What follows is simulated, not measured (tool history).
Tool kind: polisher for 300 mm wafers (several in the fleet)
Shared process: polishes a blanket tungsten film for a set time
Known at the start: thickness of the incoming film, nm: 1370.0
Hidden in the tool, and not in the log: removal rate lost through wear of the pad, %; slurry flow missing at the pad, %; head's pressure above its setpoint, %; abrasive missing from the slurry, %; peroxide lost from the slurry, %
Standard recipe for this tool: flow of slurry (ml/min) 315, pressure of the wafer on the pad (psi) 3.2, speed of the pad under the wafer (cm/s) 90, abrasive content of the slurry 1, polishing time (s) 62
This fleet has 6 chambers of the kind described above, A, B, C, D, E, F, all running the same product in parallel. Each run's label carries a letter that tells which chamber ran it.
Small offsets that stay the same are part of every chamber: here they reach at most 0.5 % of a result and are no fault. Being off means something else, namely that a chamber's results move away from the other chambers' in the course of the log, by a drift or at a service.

run   hour  flow of slurry (ml/min)  pressure of the wafer on the pad (psi)  speed of the pad under the wafer (cm/s)  abrasive content of the slurry  polishing time (s)  wafers polished on this pad  hours since the slurry nozzle was cleaned  hours since the head pressure was calibrated  hours since the slurry blender was calibrated  hours since the slurry got fresh peroxide  film removed (Å)
 1E    6.1                      315                                     3.2                                       90                               1                  62                          185                                       37.1                                         257.9                                          334.4                                       47.5            2175.6
      10.1  -- chamber C: worn pad replaced by a new one
      11.9  -- chamber D: slurry tank refilled with fresh slurry and peroxide
 2D   17.1                      315                                     3.2                                       90                               1                  62                          452                                      236.6                                        1033.9                                          181.9                                        5.2            2182.3
 3B   28.4                      315                                     3.2                                       90                               1                  62                          779                                      237.5                                         210.0                                           49.3                                      124.1            2186.6
 4C   34.3                      315                                     3.2                                       90                               1                  62                          208                                      793.4                                         272.8                                          169.9                                       46.5            2182.6
      38.1  -- chamber B: slurry tank refilled with fresh slurry and peroxide
 5F   43.8                      315                                     3.2                                       90                               1                  62                          965                                      102.0                                         138.0                                          159.6                                       47.3            2209.3
 6A   54.4                      315                                     3.2                                       90                               1                  62                          707                                      243.7                                        1127.4                                          355.4                                       85.2            2144.3
      60.1  -- chamber A: slurry blender recalibrated
      60.8  -- chamber C: slurry nozzle cleaned
      63.9  -- chamber D: slurry blender recalibrated
 7F   64.9                      315                                     3.2                                       90                               1                  62                         1146                                      123.1                                         159.1                                          180.7                                       68.4            2190.3
      71.1  -- chamber B: worn pad replaced by a new one
 8A   72.4                      315                                     3.8                                       90                               1                  62                          861                                      261.7                                        1145.4                                           12.4                                      103.2            2604.7
      74.8  -- chamber F: worn pad replaced by a new one
      76.9  -- chamber D: worn pad replaced by a new one
      78.2  -- chamber D: slurry tank refilled with fresh slurry and peroxide
 9D   78.4                      315                                     3.8                                       90                               1                  62                           13                                      297.9                                        1095.2                                           14.5                                        0.2            2623.5
      81.7  -- chamber D: head pressure recalibrated
      83.0  -- chamber E: worn pad replaced by a new one
10C   84.7                      315                                     3.8                                       90                               1                  62                          641                                       24.0                                         323.2                                          220.3                                       96.9            2608.2
      85.3  -- chamber A: slurry tank refilled with fresh slurry and peroxide
11B   93.8                      315                                     3.8                                       90                               1                  62                          195                                      302.9                                         275.4                                          114.7                                       55.7            2597.7
     104.6  -- chamber A: worn pad replaced by a new one
12E  104.8                      315                                     3.8                                       90                               1                  62                          187                                      135.8                                         356.6                                          433.1                                      146.2            2609.5
     109.7  -- chamber C: slurry tank refilled with fresh slurry and peroxide
13A  114.5                      315                                     3.8                                       90                               1                  62                           85                                      303.8                                        1187.5                                           54.5                                       29.2            2544.7
     115.3  -- chamber A: head pressure recalibrated
14E  126.0                      315                                     3.2                                       90                               1                  62                          369                                      157.0                                         377.8                                          454.3                                      167.4            2175.2
15B  136.1                      315                                     3.2                                       90                               1                  62                          558                                      345.2                                         317.7                                          157.0                                       98.0            2186.4
16F  141.5                      315                                     4.3                                       90                               1                  80                          573                                      199.7                                         235.7                                          257.3                                      145.0            3817.4
     141.6  -- chamber D: slurry tank refilled with fresh slurry and peroxide
     143.7  -- chamber E: slurry blender recalibrated
     148.9  -- chamber F: slurry tank refilled with fresh slurry and peroxide
17C  152.2                      315                                     4.3                                       90                               1                  80                         1220                                       91.5                                         390.7                                          287.8                                       42.5            3785.3
18D  161.9                      315                                     4.3                                       90                               1                  80                          730                                      381.4                                          80.2                                           98.0                                       20.4            3790.8
     163.6  -- chamber E: slurry tank refilled with fresh slurry and peroxide
     164.1  -- chamber B: slurry tank refilled with fresh slurry and peroxide
     166.3  -- chamber C: worn pad replaced by a new one
     168.6  -- chamber D: worn pad replaced by a new one
19A  168.6                      315                                     4.3                                       90                               1                  80                          550                                      357.9                                          53.4                                          108.6                                       83.3            4084.9
20C  178.6                      315                                     4.3                                       90                               1                  80                          106                                      117.9                                         417.1                                          314.2                                       68.9            3796.7
     183.3  -- chamber E: worn pad replaced by a new one
     188.2  -- chamber F: slurry blender recalibrated
21B  189.8                      315                                     4.3                                       90                               1                  80                         1019                                      398.9                                         371.4                                          210.7                                       25.7            3820.7
22F  199.7                      315                                     3.2                                       90                               1                  62                         1073                                      257.9                                         293.9                                           11.6                                       50.9            2184.3
     199.8  -- chamber A: slurry tank refilled with fresh slurry and peroxide
     206.2  -- chamber B: worn pad replaced by a new one
     209.1  -- chamber A: worn pad replaced by a new one
23D  209.4                      315                                     3.2                                       90                               1                  62                          350                                      428.9                                         127.7                                          145.5                                       67.9            2165.8
     211.3  -- chamber D: slurry tank refilled with fresh slurry and peroxide
24E  217.2                      355                                     3.2                                       90                               1                  51                          291                                      248.2                                         469.0                                           73.5                                       53.7            1794.8
     218.9  -- chamber F: worn pad replaced by a new one
     220.1  -- chamber B: slurry blender recalibrated
     221.8  -- chamber C: slurry tank refilled with fresh slurry and peroxide
25D  227.8                      355                                     3.2                                       90                               1                  51                          508                                      447.3                                         146.1                                          163.9                                       16.6            1806.2
26C  236.0                      355                                     3.2                                       90                               1                  51                          599                                      175.3                                         474.5                                          371.6                                       14.3            1831.8
27A  243.7                      355                                     3.2                                       90                               1                  51                          297                                      433.0                                         128.5                                          183.7                                       44.0            1962.3
28E  253.0                      355                                     3.2                                       90                               1                  51                          598                                      284.0                                         504.8                                          109.3                                       89.5            1821.1
     256.8  -- chamber D: slurry blender recalibrated
29B  264.6                      355                                     3.2                                       90                               1                  51                          502                                      473.7                                         446.2                                           44.5                                      100.5            1806.1
30F  271.2                      315                                     3.2                                       90                               1                  62                          449                                      329.4                                         365.4                                           83.1                                      122.4            2193.3
     273.0  -- chamber F: slurry tank refilled with fresh slurry and peroxide
31C  282.4                      315                                     3.2                                       90                               1                  62                          997                                      221.7                                         520.9                                          418.0                                       60.7            2213.2
     288.5  -- chamber D: slurry tank refilled with fresh slurry and peroxide
     288.6  -- chamber D: worn pad replaced by a new one
32A  290.5                      315                                     3.2                                       90                               1                  62                          699                                      479.8                                         175.3                                          230.5                                       90.8            2378.9
     295.8  -- chamber E: worn pad replaced by a new one
33B  299.7                      315                                     3.2                                       90                               1                  62                          803                                      508.8                                         481.3                                           79.6                                      135.6            2184.9
34E  305.4                      315                                     3.2                                       90                               1                  62                           82                                      336.4                                         557.2                                          161.7                                      141.9            2220.8
35F  315.5                      315                                     3.2                                       90                               1                  62                          830                                      373.7                                         409.7                                          127.4                                       42.5            2205.8
36D  321.4                      315                                     3.2                                       90                               1                  62                          281                                      540.9                                         239.7                                           64.6                                       32.9            2179.2
     325.0  -- chamber A: slurry tank refilled with fresh slurry and peroxide
37A  327.0                      315                                     3.2                                       90                               1                  62                         1012                                      516.3                                         211.8                                          267.0                                        2.0            2390.7
     327.6  -- chamber B: slurry tank refilled with fresh slurry and peroxide
38E  336.3                      315                                     3.2                                       90                               1                  62                          348                                      367.3                                         588.1                                          192.6                                      172.8            2204.0
39B  345.2                      315                                     3.2                                       90                               1                  62                         1194                                      554.3                                         526.8                                          125.1                                       17.6            2176.7
     349.2  -- chamber D: slurry nozzle cleaned
40D  354.8                      315                                     3.2                                       90                               1                  62                          568                                        5.7                                         273.1                                           98.0                                       66.3            2202.7

Which is it: a chamber that has drifted or been left off by a service, a gauge drift common to all chambers, or only each chamber's usual small offset? If a chamber is off, name it and its likeliest cause.

Chamber A came out of a service off from its peers and stayed that way.
Likeliest cause: head's pressure above its setpoint, % = 8.06.

Here are 4 candidates for chamber A's next run, each the usual settings with a change, their results left as question marks. Which one brings its results back in line with what the others give on the usual settings?
To be in line, a result may differ from the other chambers' mean on the usual settings by at most: film removed (Å) 63.0
41A-1  363.4                      315                                     3.4                                       98                               1                  62                                                                                                                                                                                                                                 ?
41A-2  363.4                      315                                     3.2                                       90                               1                  58                                                                                                                                                                                                                                 ?
41A-3  363.4                      310                                     3.2                                       90                               1                  54                                                                                                                                                                                                                                 ?
41A-4  363.4                      315                                     3.2                                       96                               1                  62                                                                                                                                                                                                                                 ?

Average result of the remaining chambers running the usual settings: film removed (Å) 2187.4
  run  film removed (Å)
41A-1            2696.9
41A-2            2181.0
41A-3            2027.8
41A-4            2485.7
With 41A-2, the chamber falls back in line with the rest.

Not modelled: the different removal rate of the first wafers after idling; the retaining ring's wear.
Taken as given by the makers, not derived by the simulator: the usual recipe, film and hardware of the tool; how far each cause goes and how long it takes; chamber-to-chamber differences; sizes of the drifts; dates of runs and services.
